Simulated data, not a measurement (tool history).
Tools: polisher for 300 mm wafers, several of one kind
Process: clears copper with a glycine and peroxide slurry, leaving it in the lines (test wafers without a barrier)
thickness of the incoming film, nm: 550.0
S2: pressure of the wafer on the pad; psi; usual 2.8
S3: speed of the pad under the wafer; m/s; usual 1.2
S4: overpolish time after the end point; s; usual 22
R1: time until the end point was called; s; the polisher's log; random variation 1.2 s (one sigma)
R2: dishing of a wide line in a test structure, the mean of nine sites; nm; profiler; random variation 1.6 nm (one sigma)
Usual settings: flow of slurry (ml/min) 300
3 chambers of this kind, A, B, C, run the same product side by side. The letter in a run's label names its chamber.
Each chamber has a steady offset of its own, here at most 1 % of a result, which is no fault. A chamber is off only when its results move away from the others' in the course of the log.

At hour 2.2: chamber A: worn pad replaced by a new one.
Run 1C, hour 13.9: usual settings. Result: R1 73.572 s, R2 96.401 nm.
At hour 17.3: chamber C: worn pad replaced by a new one.
Run 2B, hour 29.1: usual settings. Result: R1 72.4 s, R2 98.004 nm.
Run 3A, hour 39.3: usual settings. Result: R1 72.348 s, R2 96.722 nm.
Run 4C, hour 47.4: usual settings. Result: R1 73.284 s, R2 98.541 nm.
Run 5B, hour 58.5: usual settings. Result: R1 70.52 s, R2 95.959 nm.
Run 6A, hour 65.5: usual settings. Result: R1 71.556 s, R2 100.89 nm.
Run 7A, hour 79.9: usual settings. Result: R1 70.517 s, R2 95.17 nm.
At hour 92.3: chamber C: worn pad replaced by a new one.
Run 8C, hour 92.5: usual settings. Result: R1 72.995 s, R2 95.715 nm.
Run 9B, hour 100.6: usual settings. Result: R1 71.418 s, R2 92.564 nm.
Run 10B, hour 111.1: usual settings but S2 3.4 psi. Result: R1 62.81 s, R2 109.86 nm.
Run 11A, hour 125.6: usual settings but S2 3.4 psi. Result: R1 59.821 s, R2 113.48 nm.
At hour 136.7: chamber A: worn pad replaced by a new one.
Run 12C, hour 137.2: usual settings but S2 3.4 psi. Result: R1 60.818 s, R2 113.7 nm.
At hour 140.8: chamber C: head pressure recalibrated.
Run 13B, hour 152.9: usual settings. Result: R1 70.969 s, R2 97.738 nm.
At hour 158.5: chamber B: worn pad replaced by a new one.
Run 14A, hour 168.2: usual settings but S2 3.5 psi, S3 1.08 m/s. Result: R1 61.264 s, R2 107.04 nm.
Run 15C, hour 176.1: usual settings but S2 3.5 psi, S3 1.08 m/s. Result: R1 70.422 s, R2 99.161 nm.
At hour 180.4: chamber C: worn pad replaced by a new one.
Run 16A, hour 186.5: usual settings but S2 3.5 psi, S3 1.08 m/s. Result: R1 62.356 s, R2 106.11 nm.
Run 17C, hour 200.5: usual settings but flow of slurry (ml/min) 205, S4 17 s. Result: R1 83.01 s, R2 71.819 nm.
At hour 204.3: chamber C: slurry nozzle cleaned.
Run 18B, hour 209.4: usual settings but flow of slurry (ml/min) 205, S4 17 s. Result: R1 73.743 s, R2 79.77 nm.
Run 19B, hour 217.6: usual settings but flow of slurry (ml/min) 205, S4 17 s. Result: R1 77.358 s, R2 78.07 nm.
Run 20C, hour 231.1: usual settings. Result: R1 79.722 s, R2 88.506 nm.

Next, every chamber runs the same settings. What will each give?
Run 21A, hour 242.6: usual settings but flow of slurry (ml/min) 260. Result: R1 ?, R2 ?.
Run 21B, hour 242.6: usual settings but flow of slurry (ml/min) 260. Result: R1 ?, R2 ?.
Run 21C, hour 242.6: usual settings but flow of slurry (ml/min) 260. Result: R1 ?, R2 ?.

run      R1      R2
21A  73.858   96.84
21B  73.781  96.068
21C  81.835  88.118
